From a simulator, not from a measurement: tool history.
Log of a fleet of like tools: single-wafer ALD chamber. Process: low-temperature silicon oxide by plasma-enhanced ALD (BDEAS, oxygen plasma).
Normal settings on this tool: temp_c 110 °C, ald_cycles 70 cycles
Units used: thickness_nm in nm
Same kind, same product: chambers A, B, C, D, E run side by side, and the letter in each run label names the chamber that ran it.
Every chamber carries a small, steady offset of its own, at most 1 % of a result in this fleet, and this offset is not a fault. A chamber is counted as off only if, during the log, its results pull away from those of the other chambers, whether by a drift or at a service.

run   hour  temp_c  ald_cycles  read-back reference wafer on the same gauge, thickness_nm  thickness_nm
 1A    7.5     110          70                                                     9.7804        9.7301
 2E   14.3     110          70                                                     9.7786        9.8545
 3C     21     110          70                                                     9.7829        9.8679
 4B   30.5     110          70                                                     9.7856        9.8419
 5D     40     110          70                                                     9.7858         9.818
 6D     47     110          70                                                     9.7865        9.7927
 7A   55.3     124          81                                                     9.7873        10.999
 8B   65.5     124          81                                                     9.7902        11.125
 9E   75.2     124          81                                                     9.7899        11.137
10C   80.9     124          81                                                     9.7899         11.12
11B   86.9     124          81                                                     9.7897        11.145
12E   92.5     117          70                                                     9.7901         9.753
13D   97.9     117          70                                                     9.7917        9.6609
14C  105.8     117          70                                                     9.7921        9.7586
15A  113.4     117          70                                                     9.7937        9.6346
16E  119.8     117          70                                                      9.796        9.7507
17C  128.5     110          70                                                     9.7983        9.8608
18B  135.5     110          70                                                     9.7979         9.887
19D  143.6     110          70                                                        9.8         9.832
20A  153.7     110          70                                                     9.8005        9.7861
21E  160.6     110          70                                                     9.8021        9.8877
22A  169.4     110          70                                                     9.8048        9.7553
23C  174.9     110          70                                                      9.805        9.8883
24D  182.9     110          70                                                     9.8025         9.823
25B  189.9     103          64                                                      9.804          9.15
26B  198.2     103          64                                                     9.8097        9.1463
27E  204.5     103          64                                                     9.8072        9.1485
     206.9  -- chamber B: thermocouple changed; heater temperature recalibrated
28D  212.7     103          64                                                     9.8081        9.1047
29A  220.3     103          64                                                     9.8085         9.051
30C  230.7     110          70                                                     9.8102        9.8832
31D  238.6     110          70                                                     9.8145        9.8259
32A  249.2     110          70                                                     9.8118        9.7769
33C  255.9     110          70                                                     9.8147        9.9021
34B  266.4     116          70                                                     9.8181        9.7675
35E  271.5     116          70                                                     9.8174        9.7786
36B  277.4     116          70                                                     9.8183        9.7807
37A  285.4     116          70                                                     9.8207        9.6797
38D  295.2     116          70                                                     9.8197        9.7628
39E  303.5     110          70                                                     9.8213        9.8843
40C  311.5     110          70                                                      9.821         9.892

Predict what each chamber gives when all 5 of them run the settings below next.
41A  319.2     110          70                                                                        ?
41B  319.2     110          70                                                                        ?
41C  319.2     110          70                                                                        ?
41D  319.2     110          70                                                                        ?
41E  319.2     110          70                                                                        ?

run  thickness_nm
41A        9.7986
41B        9.9001
41C         9.899
41D        9.8431
41E        9.8962

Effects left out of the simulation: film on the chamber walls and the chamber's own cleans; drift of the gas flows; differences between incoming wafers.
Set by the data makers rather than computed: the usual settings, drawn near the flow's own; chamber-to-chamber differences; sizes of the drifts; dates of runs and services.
